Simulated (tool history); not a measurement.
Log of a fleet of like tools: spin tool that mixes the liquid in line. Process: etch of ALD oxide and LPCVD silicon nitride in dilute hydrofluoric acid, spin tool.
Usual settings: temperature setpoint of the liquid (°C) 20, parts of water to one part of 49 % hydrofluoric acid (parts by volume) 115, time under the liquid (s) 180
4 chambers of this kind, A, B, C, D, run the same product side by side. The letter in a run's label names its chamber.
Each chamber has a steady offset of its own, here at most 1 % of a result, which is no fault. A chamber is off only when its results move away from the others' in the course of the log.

run   hour  temperature setpoint of the liquid (°C)  parts of water to one part of 49 % hydrofluoric acid (parts by volume)  time under the liquid (s)  hours since the thermometer was replaced  hours since the hydrofluoric acid flow meter was replaced  read-back film thickness of the ALD oxide reference wafer, read on the same gauge (nm)  read-back film thickness of the LPCVD silicon nitride reference wafer, read on the same gauge (nm)  thickness taken off the ALD oxide on a monitor wafer (Å)  thickness taken off the LPCVD silicon nitride on a monitor wafer (Å)
 1B   11.8                                       20                                                                     115                        180                                     340.8                                                      257.9                                                                                     130                                                                                              120.03                                                    255.09                                                                 5.693
 2D   19.4                                       20                                                                     115                        180                                     515.6                                                     1011.7                                                                                  129.97                                                                                              119.98                                                    258.42                                                                5.3112
 3C   33.2                                       20                                                                     115                        180                                      1256                                                      241.6                                                                                  129.99                                                                                                 120                                                    255.93                                                                 5.674
 4A     43                                       20                                                                     115                        180                                      1467                                                      899.6                                                                                  130.01                                                                                              119.99                                                    256.48                                                                5.5547
 5B   55.5                                       20                                                                     115                        180                                     384.5                                                      301.6                                                                                  129.98                                                                                              119.98                                                    255.68                                                                5.4129
 6A   66.9                                       20                                                                     115                        180                                    1490.9                                                      923.5                                                                                  130.01                                                                                              120.04                                                    254.93                                                                5.7193
 7C   81.4                                       20                                                                     115                        180                                    1304.2                                                      289.8                                                                                  129.99                                                                                              119.98                                                    255.52                                                                5.7063
 8D   97.6                                       20                                                                     115                        180                                     593.8                                                     1089.9                                                                                  129.99                                                                                              120.02                                                    257.18                                                                5.5575
 9C    107                                       20                                                                     115                        180                                    1329.8                                                      315.4                                                                                     130                                                                                                 120                                                    254.87                                                                5.6449
     116.2  -- chamber A: hydrofluoric acid flow meter replaced
10B  118.4                                       20                                                                     115                        180                                     447.4                                                      364.5                                                                                  129.97                                                                                              119.98                                                    253.59                                                                5.2916
11A  132.5                                       20                                                                     115                        180                                    1556.5                                                       16.3                                                                                     130                                                                                              119.98                                                    256.73                                                                5.6003
12D    147                                       20                                                                     115                        180                                     643.2                                                     1139.3                                                                                  129.99                                                                                              120.01                                                    257.56                                                                5.3598
13C  160.2                                       20                                                                     115                        180                                      1383                                                      368.6                                                                                  130.01                                                                                                 120                                                    256.71                                                                5.6072
14D  173.3                                       20                                                                     115                        180                                     669.5                                                     1165.6                                                                                  130.01                                                                                              119.98                                                    258.31                                                                5.5767
15B  181.1                                       20                                                                     115                        180                                     510.1                                                      427.2                                                                                     130                                                                                              120.01                                                    255.88                                                                5.8379
16A  192.8                                       20                                                                     115                        180                                    1616.8                                                       76.6                                                                                     130                                                                                              120.01                                                     257.5                                                                5.7959
     203.7  -- chamber B: thermometer replaced
17B  205.8                                     22.5                                                                      85                        180                                       2.2                                                      451.9                                                                                     130                                                                                              120.01                                                    398.18                                                                9.1272
18D  219.7                                     22.5                                                                      85                        180                                     715.9                                                       1212                                                                                  130.02                                                                                                 120                                                    398.96                                                                8.7329
19A    230                                     22.5                                                                      85                        180                                      1654                                                      113.8                                                                                  129.95                                                                                              120.03                                                    400.92                                                                8.4583
20C    244                                     22.5                                                                      85                        180                                    1466.8                                                      452.4                                                                                  129.98                                                                                              120.01                                                    401.25                                                                9.0795
21A  255.9                                       20                                                                     115                        180                                    1679.9                                                      139.7                                                                                  129.98                                                                                              119.99                                                    255.79                                                                5.5431
22D  268.7                                       20                                                                     115                        180                                     764.9                                                       1261                                                                                  129.99                                                                                              119.95                                                    257.59                                                                5.4396
23C  284.1                                       20                                                                     140                         80                                    1506.9                                                      492.5                                                                                  130.01                                                                                              119.97                                                    90.187                                                                2.0187
24B  295.5                                       20                                                                     140                         80                                      91.9                                                      541.6                                                                                  130.01                                                                                              120.01                                                    89.605                                                                2.0802
25B    303                                       20                                                                     140                         80                                      99.4                                                      549.1                                                                                  130.01                                                                                              120.02                                                    90.782                                                                2.0685
26C    312                                       20                                                                     140                         80                                    1534.8                                                      520.4                                                                                  129.98                                                                                              119.99                                                    90.856                                                                2.0705
27D  321.4                                       20                                                                     115                        180                                     817.6                                                     1313.7                                                                                  129.98                                                                                              120.01                                                     258.4                                                                5.2253
28A  332.6                                       20                                                                     115                        180                                    1756.6                                                      216.4                                                                                  130.03                                                                                              119.99                                                    258.16                                                                5.1437
29A  346.1                                       20                                                                     115                        180                                    1770.1                                                      229.9                                                                                  129.99                                                                                              119.99                                                    257.85                                                                5.9143
30D  359.2                                       20                                                                     115                        180                                     855.4                                                     1351.5                                                                                  129.99                                                                                              120.03                                                    257.75                                                                5.7103
31C  374.8                                       20                                                                     115                        180                                    1597.6                                                      583.2                                                                                     130                                                                                              120.02                                                    256.11                                                                5.7096
32B  385.1                                       20                                                                     115                        180                                     181.5                                                      631.2                                                                                  129.99                                                                                                 120                                                    255.56                                                                  5.88
33D    398                                       20                                                                     115                        180                                     894.2                                                     1390.3                                                                                  129.97                                                                                              119.98                                                    258.59                                                                5.8644
34A  412.2                                       20                                                                     115                        180                                    1836.2                                                        296                                                                                  130.01                                                                                              120.02                                                    255.16                                                                5.7848
35B  428.7                                       20                                                                     115                        180                                     225.1                                                      674.8                                                                                  129.97                                                                                              120.01                                                    254.73                                                                5.2997
36C  442.7                                       20                                                                     115                        180                                    1665.5                                                      651.1                                                                                  129.99                                                                                              120.01                                                    255.77                                                                5.4301
37D  458.3                                       20                                                                     115                        180                                     954.5                                                     1450.6                                                                                  129.99                                                                                              119.98                                                    258.69                                                                5.4866
38A  471.5                                       20                                                                     115                        180                                    1895.5                                                      355.3                                                                                  129.99                                                                                              120.04                                                    258.18                                                                5.9232
39C  481.1                                       20                                                                     115                        180                                    1703.9                                                      689.5                                                                                  130.03                                                                                              119.99                                                    255.43                                                                5.6392
40B    489                                       20                                                                     115                        180                                     285.4                                                      735.1                                                                                  129.99                                                                                              119.99                                                    254.11                                                                 5.468
41C  496.3                                       20                                                                     115                        180                                    1719.1                                                      704.7                                                                                     130                                                                                              120.03                                                    254.87                                                                 5.443
42B  505.3                                       20                                                                      70                        240                                     301.7                                                      751.4                                                                                  129.99                                                                                              120.01                                                    589.84                                                                11.428

What goes on in this fleet: one chamber off, a drifting gauge, or nothing beyond the chambers' own small offsets? Name the chamber and the cause, if any.

No chamber stands off beyond its own small offset, and the gauge holds steady.

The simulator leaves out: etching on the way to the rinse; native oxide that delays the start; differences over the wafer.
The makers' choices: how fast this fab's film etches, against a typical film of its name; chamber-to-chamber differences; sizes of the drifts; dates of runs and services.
